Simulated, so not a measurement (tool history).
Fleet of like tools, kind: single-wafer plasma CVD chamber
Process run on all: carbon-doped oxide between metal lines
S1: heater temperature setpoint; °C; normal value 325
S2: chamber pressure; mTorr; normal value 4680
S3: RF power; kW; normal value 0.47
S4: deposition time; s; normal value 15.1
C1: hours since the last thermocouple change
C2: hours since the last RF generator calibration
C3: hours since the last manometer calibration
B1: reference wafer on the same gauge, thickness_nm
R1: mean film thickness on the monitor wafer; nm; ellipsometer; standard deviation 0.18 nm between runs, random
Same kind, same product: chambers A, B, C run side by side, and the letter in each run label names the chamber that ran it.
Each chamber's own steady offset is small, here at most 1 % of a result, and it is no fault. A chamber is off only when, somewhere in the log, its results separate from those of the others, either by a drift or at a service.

| run | hour | S1 | S2 | S3 | S4 | C1 | C2 | C3 | B1 | R1 |
|---|---|---|---|---|---|---|---|---|---|---|
| 1A | 10.4 | 325 | 4680 | 0.47 | 15.1 | 700.7 | 1059.7 | 1136.5 | 71.709 | 80.627 |
|  | 12 | chamber A: RF generator calibrated |
| 2C | 19.5 | 325 | 4680 | 0.47 | 15.1 | 1178.8 | 398 | 1320 | 71.719 | 79.931 |
|  | 20.1 | chamber B: thermocouple changed; heater temperature recalibrated |
| 3B | 27.8 | 325 | 4680 | 0.47 | 15.1 | 7.7 | 227.4 | 1431.9 | 71.709 | 81.386 |
| 4C | 39.6 | 325 | 4680 | 0.47 | 15.1 | 1198.9 | 418.1 | 1340.1 | 71.696 | 79.741 |
| 5A | 48.5 | 325 | 4680 | 0.47 | 15.1 | 738.8 | 36.6 | 1174.6 | 71.672 | 81.296 |
| 6B | 63.4 | 325 | 4680 | 0.47 | 15.1 | 43.3 | 263 | 1467.5 | 71.698 | 80.887 |
| 7A | 75.5 | 325 | 4680 | 0.47 | 15.1 | 765.8 | 63.6 | 1201.6 | 71.715 | 80.838 |
| 8C | 83.3 | 325 | 4680 | 0.47 | 15.1 | 1242.6 | 461.8 | 1383.8 | 71.698 | 80.077 |
| 9B | 94.5 | 325 | 4680 | 0.47 | 15.1 | 74.4 | 294.1 | 1498.6 | 71.706 | 81.492 |
| 10C | 106.1 | 325 | 4680 | 0.47 | 15.1 | 1265.4 | 484.6 | 1406.6 | 71.717 | 80.196 |
| 11B | 117.7 | 325 | 4680 | 0.47 | 15.1 | 97.6 | 317.3 | 1521.8 | 71.724 | 81.311 |
| 12A | 131.7 | 325 | 4680 | 0.47 | 15.1 | 822 | 119.8 | 1257.8 | 71.696 | 81.058 |
| 13B | 138.9 | 325 | 4300 | 0.47 | 15.1 | 118.8 | 338.5 | 1543 | 71.702 | 80.212 |
| 14A | 152 | 325 | 4300 | 0.47 | 15.1 | 842.3 | 140.1 | 1278.1 | 71.691 | 79.722 |
| 15C | 167.1 | 325 | 4300 | 0.47 | 15.1 | 1326.4 | 545.6 | 1467.6 | 71.685 | 79.113 |
| 16C | 179.9 | 325 | 4680 | 0.47 | 15.1 | 1339.2 | 558.4 | 1480.4 | 71.697 | 79.541 |
| 17A | 194.7 | 331 | 5270 | 0.47 | 15.1 | 885 | 182.8 | 1320.8 | 71.688 | 80.689 |
| 18B | 208 | 331 | 5270 | 0.47 | 15.1 | 187.9 | 407.6 | 1612.1 | 71.708 | 80.217 |
| 19C | 216.2 | 331 | 5270 | 0.47 | 15.1 | 1375.5 | 594.7 | 1516.7 | 71.71 | 79.694 |
| 20B | 229.1 | 325 | 4680 | 0.47 | 15.1 | 209 | 428.7 | 1633.2 | 71.719 | 80.105 |
| 21A | 240.3 | 340 | 3690 | 0.47 | 15.1 | 930.6 | 228.4 | 1366.4 | 71.703 | 74.403 |
| 22C | 247.6 | 340 | 3690 | 0.47 | 15.1 | 1406.9 | 626.1 | 1548.1 | 71.691 | 73.684 |
| 23A | 254.6 | 340 | 3690 | 0.47 | 15.1 | 944.9 | 242.7 | 1380.7 | 71.679 | 74.458 |
| 24B | 268.1 | 331 | 4680 | 0.47 | 16.2 | 248 | 467.7 | 1672.2 | 71.712 | 83.776 |
| 25B | 282.9 | 331 | 4680 | 0.47 | 16.2 | 262.8 | 482.5 | 1687 | 71.679 | 83.577 |
| 26A | 291.7 | 331 | 4680 | 0.47 | 16.2 | 982 | 279.8 | 1417.8 | 71.705 | 84.645 |
| 27C | 299.8 | 325 | 4680 | 0.47 | 15.1 | 1459.1 | 678.3 | 1600.3 | 71.73 | 80.046 |
| 28B | 312.8 | 325 | 4680 | 0.47 | 15.1 | 292.7 | 512.4 | 1716.9 | 71.672 | 79.112 |
| 29A | 328.4 | 325 | 4680 | 0.47 | 15.1 | 1018.7 | 316.5 | 1454.5 | 71.708 | 80.635 |

All chambers now run identical settings, listed one chamber a line with results as question marks. What results will each chamber show?
| 30A | 339.6 | 325 | 4680 | 0.47 | 15.1 |  |  |  |  | ? |
| 30B | 339.6 | 325 | 4680 | 0.47 | 15.1 |  |  |  |  | ? |
| 30C | 339.6 | 325 | 4680 | 0.47 | 15.1 |  |  |  |  | ? |

| run | R1 |
|---|---|
| 30A | 81.017 |
| 30B | 79.127 |
| 30C | 79.897 |
